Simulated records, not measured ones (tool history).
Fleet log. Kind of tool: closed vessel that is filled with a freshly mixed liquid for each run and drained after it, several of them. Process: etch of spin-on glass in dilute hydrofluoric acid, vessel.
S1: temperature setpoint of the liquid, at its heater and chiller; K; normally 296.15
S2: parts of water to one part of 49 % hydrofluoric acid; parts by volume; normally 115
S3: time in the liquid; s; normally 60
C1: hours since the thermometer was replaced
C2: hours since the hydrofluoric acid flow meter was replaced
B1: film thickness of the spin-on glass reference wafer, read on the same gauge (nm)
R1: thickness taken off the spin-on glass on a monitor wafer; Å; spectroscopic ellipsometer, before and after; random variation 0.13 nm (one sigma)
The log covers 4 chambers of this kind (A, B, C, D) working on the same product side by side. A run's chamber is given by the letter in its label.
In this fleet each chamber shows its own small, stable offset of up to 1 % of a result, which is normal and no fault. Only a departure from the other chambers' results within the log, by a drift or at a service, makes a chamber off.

run	hour	S1	S2	S3	C1	C2	B1	R1
1C	5.0	296.15	115	60	1000.8	967.7	130.00	136.96
2A	14.6	296.15	115	60	858.4	492.6	130.02	135.89
3D	20.2	296.15	115	60	589.0	604.5	129.99	140.03
4B	27.3	296.15	115	60	650.7	231.3	130.01	133.90
5B	34.0	296.15	115	60	657.4	238.0	130.01	137.75
6A	44.4	296.15	115	60	888.2	522.4	130.00	137.16
7C	49.9	296.15	115	60	1045.7	1012.6	129.99	138.61
8D	55.8	296.15	115	60	624.6	640.1	130.00	138.59
9D	65.9	296.15	115	60	634.7	650.2	129.99	136.41
10A	73.0	296.15	115	60	916.8	551.0	129.99	135.95
11C	79.7	296.15	115	60	1075.5	1042.4	129.99	137.76
12B	88.8	296.15	140	60	712.2	292.8	130.00	107.64
13A	97.3	296.15	140	60	941.1	575.3	130.02	108.54
14D	102.4	296.15	140	60	671.2	686.7	130.00	109.39
15B	108.2	296.15	140	60	731.6	312.2	130.01	105.94
16C	114.0	296.15	115	60	1109.8	1076.7	129.98	138.43
17D	119.9	296.15	115	60	688.7	704.2	129.99	136.92
18A	128.6	296.15	115	60	972.4	606.6	129.99	133.60
19C	138.3	296.15	115	60	1134.1	1101.0	129.99	137.00
20B	144.7	296.15	115	60	768.1	348.7	130.01	129.39
21D	153.1	296.15	115	80	721.9	737.4	129.99	185.60
22A	158.0	296.15	115	80	1001.8	636.0	130.00	183.27
23B	169.2	296.15	115	80	792.6	373.2	130.02	167.49
24C	176.1	296.15	115	80	1171.9	1138.8	130.01	184.32
25D	186.6	296.15	115	60	755.4	770.9	129.98	139.18
26A	193.8	296.15	115	60	1037.6	671.8	129.99	139.22

Decide between three cases: one chamber stands off from its peers, the gauge reading all wafers drifts, or nothing is wrong past each chamber's small offset. Where a chamber is off, say which and what most likely put it there.

Chamber B drifts away from the others.
Most likely cause: liquid colder than its thermometer reads (K) = 2.1.
The log might look much the same if the cause were instead: hydrofluoric acid flow below the setpoint (%).

Which of the 4 candidates below, each the usual settings with something changed and its results left as question marks, puts chamber B back in line with what the other chambers give on the usual settings?
A result is in line if it is within this distance of the other chambers' mean on the usual settings: R1 4.40 Å
27B-1	201.9	297.15	115	60				?
27B-2	201.9	295.15	115	60				?
27B-3	201.9	296.15	115	55				?
27B-4	201.9	296.15	105	60				?

Other chambers, usual settings, mean: R1 137.17 Å
run	R1
27B-1	131.11
27B-2	120.80
27B-3	115.41
27B-4	139.40
The answer is 27B-4, which returns the chamber to within the allowed miss of the others.
